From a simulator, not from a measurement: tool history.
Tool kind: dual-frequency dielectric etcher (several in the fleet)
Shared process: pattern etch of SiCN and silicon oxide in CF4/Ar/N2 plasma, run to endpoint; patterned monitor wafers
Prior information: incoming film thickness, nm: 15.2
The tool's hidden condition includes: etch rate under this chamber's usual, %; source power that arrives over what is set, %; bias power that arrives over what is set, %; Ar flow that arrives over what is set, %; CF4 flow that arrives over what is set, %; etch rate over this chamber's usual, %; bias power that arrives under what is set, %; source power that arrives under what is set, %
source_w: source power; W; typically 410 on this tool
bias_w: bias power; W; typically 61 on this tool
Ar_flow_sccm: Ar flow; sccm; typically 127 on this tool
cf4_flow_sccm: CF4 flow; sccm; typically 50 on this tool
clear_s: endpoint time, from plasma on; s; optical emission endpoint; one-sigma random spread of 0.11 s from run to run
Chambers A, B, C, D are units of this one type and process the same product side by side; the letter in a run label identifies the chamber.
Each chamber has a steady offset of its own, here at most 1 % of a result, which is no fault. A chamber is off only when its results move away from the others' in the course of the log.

run	hour	source_w	bias_w	Ar_flow_sccm	cf4_flow_sccm	hours since the last wet clean	hours since the last source power generator calibration	hours since the last bias power generator calibration	hours since the last Ar flow controller change	hours since the last CF4 flow controller change	clear_s
1B	4.4	410	61	127	50	195.8	3239.5	1893.9	299.8	3993.0	22.127
2D	10.6	410	61	127	50	464.3	1732.5	216.3	345.1	1746.2	22.270
3C	16.8	410	61	127	50	133.6	3695.6	1303.0	1634.8	2297.6	22.525
4A	23.1	410	61	127	50	96.5	2637.5	1306.0	415.3	2320.8	22.252
5B	27.9	410	61	127	50	219.3	3263.0	1917.4	323.3	4016.5	22.223
6A	33.0	410	52	127	50	106.4	2647.4	1315.9	425.2	2330.7	23.397
7D	39.0	410	52	127	50	492.7	1760.9	244.7	373.5	1774.6	23.520
8C	45.4	410	52	127	50	162.2	3724.2	1331.6	1663.4	2326.2	23.710
9A	49.6	410	52	127	50	123.0	2664.0	1332.5	441.8	2347.3	23.161
10D	54.8	410	61	127	50	508.5	1776.7	260.5	389.3	1790.4	22.109
11C	59.6	410	61	127	50	176.4	3738.4	1345.8	1677.6	2340.4	22.390
# hour 63.9: chamber D: wet clean of the chamber
12B	64.6	410	61	127	50	256.0	3299.7	1954.1	360.0	4053.2	21.995
13B	70.5	410	61	127	50	261.9	3305.6	1960.0	365.9	4059.1	22.186
14D	75.2	410	61	127	50	11.4	1797.1	280.9	409.7	1810.8	23.417
15A	79.1	410	61	158	58	152.5	2693.5	1362.0	471.3	2376.8	22.325
16C	84.6	410	61	158	58	201.4	3763.4	1370.8	1702.6	2365.4	22.957
17B	88.0	410	61	158	58	279.4	3323.1	1977.5	383.4	4076.6	22.362
18C	92.3	410	61	158	58	209.1	3771.1	1378.5	1710.3	2373.1	22.891
19D	98.7	410	61	127	50	34.9	1820.6	304.4	433.2	1834.3	23.587
20A	103.3	410	61	127	50	176.7	2717.7	1386.2	495.5	2401.0	22.146
21B	109.1	410	61	127	50	300.5	3344.2	1998.6	404.5	4097.7	22.357
22C	112.7	410	61	127	50	229.5	3791.5	1398.9	1730.7	2393.5	22.523
23D	118.3	410	61	127	50	54.5	1840.2	324.0	452.8	1853.9	23.524
24A	121.5	410	61	127	50	194.9	2735.9	1404.4	513.7	2419.2	22.281
25A	125.9	410	61	127	50	199.3	2740.3	1408.8	518.1	2423.6	22.109
26B	132.3	410	61	127	50	323.7	3367.4	2021.8	427.7	4120.9	22.243

For the next run the whole fleet of 4 chambers uses the same settings. Give each chamber's results:
27A	137.2	410	61	127	50						?
27B	137.2	410	61	127	50						?
27C	137.2	410	61	127	50						?
27D	137.2	410	61	127	50						?

run	clear_s
27A	22.163
27B	22.174
27C	22.280
27D	23.384

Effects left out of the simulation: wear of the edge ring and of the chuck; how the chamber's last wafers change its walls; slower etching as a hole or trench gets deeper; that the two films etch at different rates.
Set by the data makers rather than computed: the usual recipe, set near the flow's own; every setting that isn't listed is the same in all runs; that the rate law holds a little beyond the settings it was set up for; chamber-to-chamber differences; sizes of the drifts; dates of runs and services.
